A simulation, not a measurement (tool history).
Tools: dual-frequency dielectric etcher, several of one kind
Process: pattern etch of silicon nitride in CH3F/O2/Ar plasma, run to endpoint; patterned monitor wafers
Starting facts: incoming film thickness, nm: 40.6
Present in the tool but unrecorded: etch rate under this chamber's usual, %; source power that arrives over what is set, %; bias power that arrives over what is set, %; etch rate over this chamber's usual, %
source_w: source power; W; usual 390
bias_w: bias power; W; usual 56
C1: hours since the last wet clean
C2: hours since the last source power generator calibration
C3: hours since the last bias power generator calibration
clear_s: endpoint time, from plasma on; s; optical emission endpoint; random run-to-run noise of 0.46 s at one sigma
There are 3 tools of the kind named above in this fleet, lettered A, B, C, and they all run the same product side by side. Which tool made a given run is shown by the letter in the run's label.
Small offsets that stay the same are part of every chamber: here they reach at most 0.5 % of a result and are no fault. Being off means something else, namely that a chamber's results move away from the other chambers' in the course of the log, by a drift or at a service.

Run 1A, hour 3.6: usual settings; C1 76.1; C2 1027.2; C3 1816.9. Result: clear_s 64.809 s.
Run 2C, hour 7: usual settings; C1 439.8; C2 1287.8; C3 1367.9. Result: clear_s 64.444 s.
Run 3B, hour 10: usual settings; C1 191.5; C2 773.9; C3 1425. Result: clear_s 63.574 s.
Run 4A, hour 13.3: usual settings; C1 85.8; C2 1036.9; C3 1826.6. Result: clear_s 64.379 s.
Run 5C, hour 18.4: usual settings; C1 451.2; C2 1299.2; C3 1379.3. Result: clear_s 64.001 s.
Run 6B, hour 23: usual settings; C1 204.5; C2 786.9; C3 1438. Result: clear_s 64.746 s.
Run 7B, hour 28.1: usual settings; C1 209.6; C2 792; C3 1443.1. Result: clear_s 64.903 s.
Run 8A, hour 32.4: usual settings; C1 104.9; C2 1056; C3 1845.7. Result: clear_s 63.94 s.
Run 9C, hour 38.8: usual settings; C1 471.6; C2 1319.6; C3 1399.7. Result: clear_s 65.029 s.
Run 10C, hour 45.1: usual settings; C1 477.9; C2 1325.9; C3 1406. Result: clear_s 65.017 s.
Run 11B, hour 51.6: usual settings; C1 233.1; C2 815.5; C3 1466.6. Result: clear_s 64.284 s.
Run 12A, hour 57.8: usual settings; C1 130.3; C2 1081.4; C3 1871.1. Result: clear_s 64.287 s.
Run 13B, hour 61.5: usual settings; C1 243; C2 825.4; C3 1476.5. Result: clear_s 64.085 s.
Run 14A, hour 65.5: usual settings; C1 138; C2 1089.1; C3 1878.8. Result: clear_s 65.051 s.
Run 15C, hour 71.3: usual settings; C1 504.1; C2 1352.1; C3 1432.2. Result: clear_s 64.789 s.
At hour 71.6: chamber C: wet clean of the chamber.
Run 16A, hour 75.3: usual settings; C1 147.8; C2 1098.9; C3 1888.6. Result: clear_s 64.141 s.
Run 17C, hour 80.1: usual settings; C1 8.5; C2 1360.9; C3 1441. Result: clear_s 64.416 s.
Run 18B, hour 85.6: usual settings; C1 267.1; C2 849.5; C3 1500.6. Result: clear_s 63.954 s.
Run 19A, hour 92.2: usual settings but bias_w 46 W; C1 164.7; C2 1115.8; C3 1905.5. Result: clear_s 69.694 s.
Run 20C, hour 96.6: usual settings but bias_w 46 W; C1 25; C2 1377.4; C3 1457.5. Result: clear_s 68.393 s.
Run 21B, hour 100.5: usual settings but bias_w 46 W; C1 282; C2 864.4; C3 1515.5. Result: clear_s 67.861 s.
Run 22B, hour 106: usual settings but source_w 340 W, bias_w 67 W; C1 287.5; C2 869.9; C3 1521. Result: clear_s 64.383 s.
Run 23C, hour 111.5: usual settings but source_w 340 W, bias_w 67 W; C1 39.9; C2 1392.3; C3 1472.4. Result: clear_s 64.196 s.
Run 24A, hour 117.5: usual settings but source_w 340 W, bias_w 67 W; C1 190; C2 1141.1; C3 1930.8. Result: clear_s 65.663 s.
Run 25B, hour 123.4: usual settings; C1 304.9; C2 887.3; C3 1538.4. Result: clear_s 63.928 s.
Run 26C, hour 127.4: usual settings; C1 55.8; C2 1408.2; C3 1488.3. Result: clear_s 64.557 s.
Run 27A, hour 132.6: usual settings but source_w 440 W, bias_w 64 W; C1 205.1; C2 1156.2; C3 1945.9. Result: clear_s 60.625 s.
Run 28A, hour 137.8: usual settings but source_w 440 W, bias_w 64 W; C1 210.3; C2 1161.4; C3 1951.1. Result: clear_s 61.293 s.
Run 29B, hour 140.7: usual settings but source_w 440 W, bias_w 64 W; C1 322.2; C2 904.6; C3 1555.7. Result: clear_s 58.799 s.
Run 30C, hour 145.4: usual settings; C1 73.8; C2 1426.2; C3 1506.3. Result: clear_s 64.808 s.
Run 31A, hour 148.9: usual settings; C1 221.4; C2 1172.5; C3 1962.2. Result: clear_s 66.947 s.
Run 32B, hour 154.8: usual settings but source_w 420 W; C1 336.3; C2 918.7; C3 1569.8. Result: clear_s 61.88 s.
Run 33C, hour 160.2: usual settings but source_w 420 W; C1 88.6; C2 1441; C3 1521.1. Result: clear_s 62.196 s.

Predict what each chamber gives when all 3 of them run the settings below next.
Run 34A, hour 165: usual settings. Result: clear_s ?.
Run 34B, hour 165: usual settings. Result: clear_s ?.
Run 34C, hour 165: usual settings. Result: clear_s ?.

run  clear_s
34A   67.691
34B   63.281
34C   64.627
